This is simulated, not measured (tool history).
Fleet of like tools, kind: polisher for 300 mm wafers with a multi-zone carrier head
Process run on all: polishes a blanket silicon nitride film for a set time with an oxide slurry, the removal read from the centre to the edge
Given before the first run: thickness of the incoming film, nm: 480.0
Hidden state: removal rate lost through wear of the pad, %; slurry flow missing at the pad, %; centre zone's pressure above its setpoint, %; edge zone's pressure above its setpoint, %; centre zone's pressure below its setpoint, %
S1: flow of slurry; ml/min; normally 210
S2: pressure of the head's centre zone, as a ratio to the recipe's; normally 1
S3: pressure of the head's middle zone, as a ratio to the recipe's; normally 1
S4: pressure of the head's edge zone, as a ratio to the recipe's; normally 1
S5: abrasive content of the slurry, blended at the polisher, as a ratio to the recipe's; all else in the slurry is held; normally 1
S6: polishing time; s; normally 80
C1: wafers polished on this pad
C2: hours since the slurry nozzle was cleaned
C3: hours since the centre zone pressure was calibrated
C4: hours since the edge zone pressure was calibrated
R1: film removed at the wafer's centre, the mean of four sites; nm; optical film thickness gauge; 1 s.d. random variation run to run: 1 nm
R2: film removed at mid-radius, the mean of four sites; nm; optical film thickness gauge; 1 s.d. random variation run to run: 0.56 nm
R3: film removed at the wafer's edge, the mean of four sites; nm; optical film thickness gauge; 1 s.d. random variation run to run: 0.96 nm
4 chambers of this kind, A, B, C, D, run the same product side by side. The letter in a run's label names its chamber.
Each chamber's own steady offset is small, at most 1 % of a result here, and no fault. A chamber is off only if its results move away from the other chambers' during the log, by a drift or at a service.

| run | hour | S1 | S2 | S3 | S4 | S5 | S6 | C1 | C2 | C3 | C4 | R1 | R2 | R3 |
|---|---|---|---|---|---|---|---|---|---|---|---|---|---|---|
|  | 6.4 | chamber A: worn pad replaced by a new one |
| 1B | 14.2 | 210 | 1 | 1 | 1 | 1 | 80 | 819 | 656.5 | 544.6 | 425.5 | 75.209 | 74.074 | 75.038 |
|  | 23 | chamber B: worn pad replaced by a new one |
| 2C | 29 | 210 | 1 | 1 | 1 | 1 | 80 | 928 | 113.7 | 51.3 | 364.5 | 73.301 | 74.096 | 72.947 |
| 3A | 43.1 | 210 | 1 | 1 | 1 | 1 | 80 | 431 | 654.4 | 420.7 | 455.4 | 73.795 | 73.963 | 74.324 |
| 4D | 53.4 | 210 | 1 | 1 | 1 | 1 | 80 | 1176 | 196 | 715.6 | 75.3 | 75.99 | 75.451 | 75.151 |
| 5B | 60.5 | 210 | 1 | 1 | 1 | 1 | 80 | 440 | 702.8 | 590.9 | 471.8 | 74.829 | 74.726 | 74.428 |
|  | 68.6 | chamber C: worn pad replaced by a new one |
| 6D | 69.9 | 210 | 1 | 1 | 1 | 1 | 80 | 1369 | 212.5 | 732.1 | 91.8 | 73.255 | 75.713 | 74.548 |
|  | 71.7 | chamber A: worn pad replaced by a new one |
|  | 76.6 | chamber A: slurry nozzle cleaned |
|  | 79.2 | chamber D: worn pad replaced by a new one |
| 7A | 83.2 | 210 | 1 | 1 | 1 | 1 | 80 | 135 | 6.6 | 460.8 | 495.5 | 76.37 | 74.339 | 75.407 |
| 8C | 92.3 | 210 | 1 | 1 | 1 | 1 | 80 | 278 | 177 | 114.6 | 427.8 | 73.025 | 73.978 | 74.69 |
| 9D | 102.8 | 210 | 1 | 1 | 1 | 1 | 80 | 277 | 245.4 | 765 | 124.7 | 74.546 | 75.141 | 76.7 |
| 10B | 112.5 | 210 | 0.94 | 1 | 1.07 | 1 | 80 | 1051 | 754.8 | 642.9 | 523.8 | 68.079 | 75.518 | 78.536 |
|  | 120.6 | chamber D: slurry nozzle cleaned |
| 11A | 121.8 | 210 | 0.94 | 1 | 1.07 | 1 | 80 | 588 | 45.2 | 499.4 | 534.1 | 69.346 | 74.579 | 77.434 |
|  | 124.8 | chamber B: worn pad replaced by a new one |
|  | 130.5 | chamber A: worn pad replaced by a new one |
| 12C | 137.1 | 210 | 0.94 | 1 | 1.07 | 1 | 80 | 804 | 221.8 | 159.4 | 472.6 | 71.211 | 73.363 | 78.758 |
|  | 143.9 | chamber B: slurry nozzle cleaned |
| 13C | 149.8 | 210 | 0.94 | 1 | 1.07 | 1 | 80 | 953 | 234.5 | 172.1 | 485.3 | 67.863 | 74.403 | 77.437 |
| 14A | 157.3 | 210 | 1 | 1 | 1 | 1 | 80 | 315 | 80.7 | 534.9 | 569.6 | 74.599 | 75.765 | 74.992 |
| 15D | 172.8 | 210 | 1 | 1 | 1 | 1 | 80 | 1098 | 52.3 | 835 | 194.7 | 74.457 | 74.992 | 74.621 |
|  | 176.6 | chamber C: worn pad replaced by a new one |
| 16B | 183.9 | 210 | 1 | 0.89 | 1 | 1 | 80 | 694 | 40.1 | 714.3 | 595.2 | 74.978 | 67.888 | 74.684 |
|  | 184.5 | chamber A: centre zone pressure recalibrated |
|  | 186.5 | chamber D: worn pad replaced by a new one |
|  | 188.8 | chamber B: centre zone pressure recalibrated |
|  | 196.9 | chamber A: worn pad replaced by a new one |
| 17A | 197.4 | 210 | 1 | 0.89 | 1 | 1 | 80 | 6 | 120.8 | 13 | 609.7 | 73.605 | 66.07 | 76.999 |
| 18C | 209.9 | 210 | 1 | 0.89 | 1 | 1 | 80 | 391 | 294.6 | 232.2 | 545.4 | 76.211 | 66.147 | 72.084 |
|  | 219.7 | chamber B: worn pad replaced by a new one |
| 19B | 222.9 | 210 | 1 | 0.89 | 1 | 1 | 80 | 37 | 79.1 | 34.1 | 634.2 | 66.884 | 68.017 | 76.269 |
| 20D | 231.2 | 210 | 1 | 1 | 1 | 1 | 80 | 525 | 110.7 | 893.4 | 253.1 | 73.874 | 75.062 | 73.93 |
| 21C | 244 | 210 | 1 | 1 | 1 | 1 | 80 | 791 | 328.7 | 266.3 | 579.5 | 75.257 | 75.095 | 73.687 |
| 22A | 251.7 | 210 | 1 | 1 | 1 | 1 | 80 | 644 | 175.1 | 67.3 | 664 | 74.164 | 75.797 | 72.379 |
|  | 262.1 | chamber C: edge zone pressure recalibrated |
| 23D | 263.6 | 210 | 1 | 1 | 1.12 | 1 | 80 | 905 | 143.1 | 925.8 | 285.5 | 76.568 | 74.998 | 80.582 |
|  | 264.8 | chamber A: worn pad replaced by a new one |
| 24B | 271.8 | 210 | 1 | 1 | 1.12 | 1 | 80 | 611 | 128 | 83 | 683.1 | 68.756 | 75.998 | 78.71 |
| 25D | 278.8 | 210 | 1 | 1 | 1.12 | 1 | 80 | 1083 | 158.3 | 941 | 300.7 | 74.09 | 75.223 | 78.402 |
|  | 280.2 | chamber C: worn pad replaced by a new one |
| 26B | 285.9 | 210 | 1 | 1 | 1.12 | 1 | 80 | 777 | 142.1 | 97.1 | 697.2 | 68.666 | 76.571 | 80.015 |
| 27A | 295.9 | 210 | 1 | 1 | 1 | 1 | 80 | 365 | 219.3 | 111.5 | 708.2 | 74.339 | 74.889 | 75.719 |
|  | 299.1 | chamber B: worn pad replaced by a new one |
| 28C | 304 | 210 | 1 | 1 | 1 | 1 | 80 | 279 | 388.7 | 326.3 | 41.9 | 76.488 | 73.771 | 75.557 |
| 29B | 314.3 | 210 | 1 | 1 | 1 | 1 | 80 | 179 | 170.5 | 125.5 | 725.6 | 68.655 | 75.387 | 75.228 |

Does one chamber stand apart from the rest, does the shared gauge drift, or is all well apart from small per-chamber offsets? Give the chamber and the most likely cause, where there is one.

A service on chamber B put it out of line with the rest.
Most likely cause: centre zone's pressure below its setpoint, % = 7.59.

Which of the 4 candidates below, each the usual settings with something changed and its results left as question marks, puts chamber B back in line with what the other chambers give on the usual settings?
In-line tolerance around the mean of the other chambers on the usual settings: R1 3.6 nm; R2 1.9 nm; R3 3.4 nm
| 30B-1 | 325.6 | 215 | 1.07 | 0.98 | 0.98 | 1 | 80 |  |  |  |  | ? | ? | ? |
| 30B-2 | 325.6 | 200 | 0.86 | 1.05 | 1.04 | 1 | 79 |  |  |  |  | ? | ? | ? |
| 30B-3 | 325.6 | 205 | 0.93 | 1.02 | 1.02 | 1 | 80 |  |  |  |  | ? | ? | ? |
| 30B-4 | 325.6 | 220 | 1.14 | 0.95 | 0.96 | 1 | 81 |  |  |  |  | ? | ? | ? |

Other chambers, usual settings, mean: R1 74.707 nm; R2 74.492 nm; R3 74.572 nm
| run | R1 | R2 | R3 |
|---|---|---|---|
| 30B-1 | 74.449 | 74.488 | 74.471 |
| 30B-2 | 57.109 | 77.735 | 75.268 |
| 30B-3 | 63.341 | 76.862 | 75.658 |
| 30B-4 | 81.035 | 73.472 | 74.793 |
30B-1 is the one that brings the chamber's results back in line with the other chambers.
